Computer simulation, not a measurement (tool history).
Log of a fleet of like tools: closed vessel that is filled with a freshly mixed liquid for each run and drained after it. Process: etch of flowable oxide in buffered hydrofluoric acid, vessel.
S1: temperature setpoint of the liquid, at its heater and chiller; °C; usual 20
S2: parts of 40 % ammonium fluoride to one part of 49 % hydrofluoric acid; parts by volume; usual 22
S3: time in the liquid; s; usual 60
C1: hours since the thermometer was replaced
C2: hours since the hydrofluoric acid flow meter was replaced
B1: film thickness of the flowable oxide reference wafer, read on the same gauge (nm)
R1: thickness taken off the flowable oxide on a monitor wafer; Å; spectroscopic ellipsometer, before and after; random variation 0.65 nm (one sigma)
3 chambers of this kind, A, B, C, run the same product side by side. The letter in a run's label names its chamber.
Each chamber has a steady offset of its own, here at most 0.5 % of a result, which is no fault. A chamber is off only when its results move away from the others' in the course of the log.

Run 1B, hour 8.9: usual settings; C1 120.9; C2 269.5; B1 119.99. Result: R1 1013.30 Å.
Run 2A, hour 17.3: usual settings; C1 539.8; C2 77.4; B1 120.00. Result: R1 1016.20 Å.
Run 3C, hour 26.1: usual settings; C1 266.6; C2 1189.2; B1 120.00. Result: R1 1016.20 Å.
Run 4B, hour 33.9: usual settings; C1 145.9; C2 294.5; B1 119.98. Result: R1 1012.20 Å.
Run 5A, hour 40.0: usual settings; C1 562.5; C2 100.1; B1 119.99. Result: R1 1014.80 Å.
Run 6C, hour 49.4: usual settings; C1 289.9; C2 1212.5; B1 120.00. Result: R1 992.95 Å.
Run 7A, hour 57.6: usual settings; C1 580.1; C2 117.7; B1 120.00. Result: R1 1013.00 Å.
Run 8C, hour 63.5: usual settings; C1 304.0; C2 1226.6; B1 119.99. Result: R1 1004.60 Å.
Run 9B, hour 73.0: usual settings; C1 185.0; C2 333.6; B1 119.98. Result: R1 1001.20 Å.
Run 10C, hour 81.4: usual settings; C1 321.9; C2 1244.5; B1 120.00. Result: R1 1007.20 Å.
Run 11B, hour 88.2: usual settings; C1 200.2; C2 348.8; B1 119.99. Result: R1 1013.00 Å.
Run 12A, hour 96.5: usual settings; C1 619.0; C2 156.6; B1 120.03. Result: R1 1027.60 Å.
Run 13C, hour 105.7: usual settings; C1 346.2; C2 1268.8; B1 120.02. Result: R1 991.08 Å.
Run 14B, hour 114.7: usual settings; C1 226.7; C2 375.3; B1 120.00. Result: R1 1013.00 Å.
Run 15A, hour 119.8: usual settings; C1 642.3; C2 179.9; B1 120.00. Result: R1 1014.90 Å.
Run 16C, hour 127.3: usual settings; C1 367.8; C2 1290.4; B1 120.00. Result: R1 991.15 Å.
Run 17B, hour 134.4: usual settings; C1 246.4; C2 395.0; B1 119.97. Result: R1 1017.10 Å.
Run 18A, hour 143.1: usual settings but S2 26 parts by volume; C1 665.6; C2 203.2; B1 120.01. Result: R1 905.71 Å.
Run 19B, hour 148.3: usual settings but S2 26 parts by volume; C1 260.3; C2 408.9; B1 120.00. Result: R1 893.04 Å.
Run 20C, hour 158.1: usual settings but S2 26 parts by volume; C1 398.6; C2 1321.2; B1 120.01. Result: R1 864.51 Å.
Run 21A, hour 167.2: usual settings but S1 22 °C; C1 689.7; C2 227.3; B1 120.02. Result: R1 1132.00 Å.
Run 22C, hour 174.5: usual settings but S1 22 °C; C1 415.0; C2 1337.6; B1 120.00. Result: R1 1091.00 Å.
Run 23B, hour 181.5: usual settings but S1 22 °C; C1 293.5; C2 442.1; B1 119.98. Result: R1 1131.60 Å.
Run 24A, hour 188.5: usual settings; C1 711.0; C2 248.6; B1 119.99. Result: R1 1019.90 Å.
Run 25C, hour 198.1: usual settings; C1 438.6; C2 1361.2; B1 120.00. Result: R1 975.62 Å.
Run 26A, hour 208.0: usual settings; C1 730.5; C2 268.1; B1 119.99. Result: R1 1001.30 Å.
Run 27B, hour 212.8: usual settings but S3 45 s; C1 324.8; C2 473.4; B1 120.01. Result: R1 755.74 Å.

Next, every chamber runs the same settings. What will each give?
Run 28A, hour 220.7: usual settings but S3 90 s. Result: R1 ?.
Run 28B, hour 220.7: usual settings but S3 90 s. Result: R1 ?.
Run 28C, hour 220.7: usual settings but S3 90 s. Result: R1 ?.

run       R1
28A  1510.70
28B  1507.70
28C  1419.70
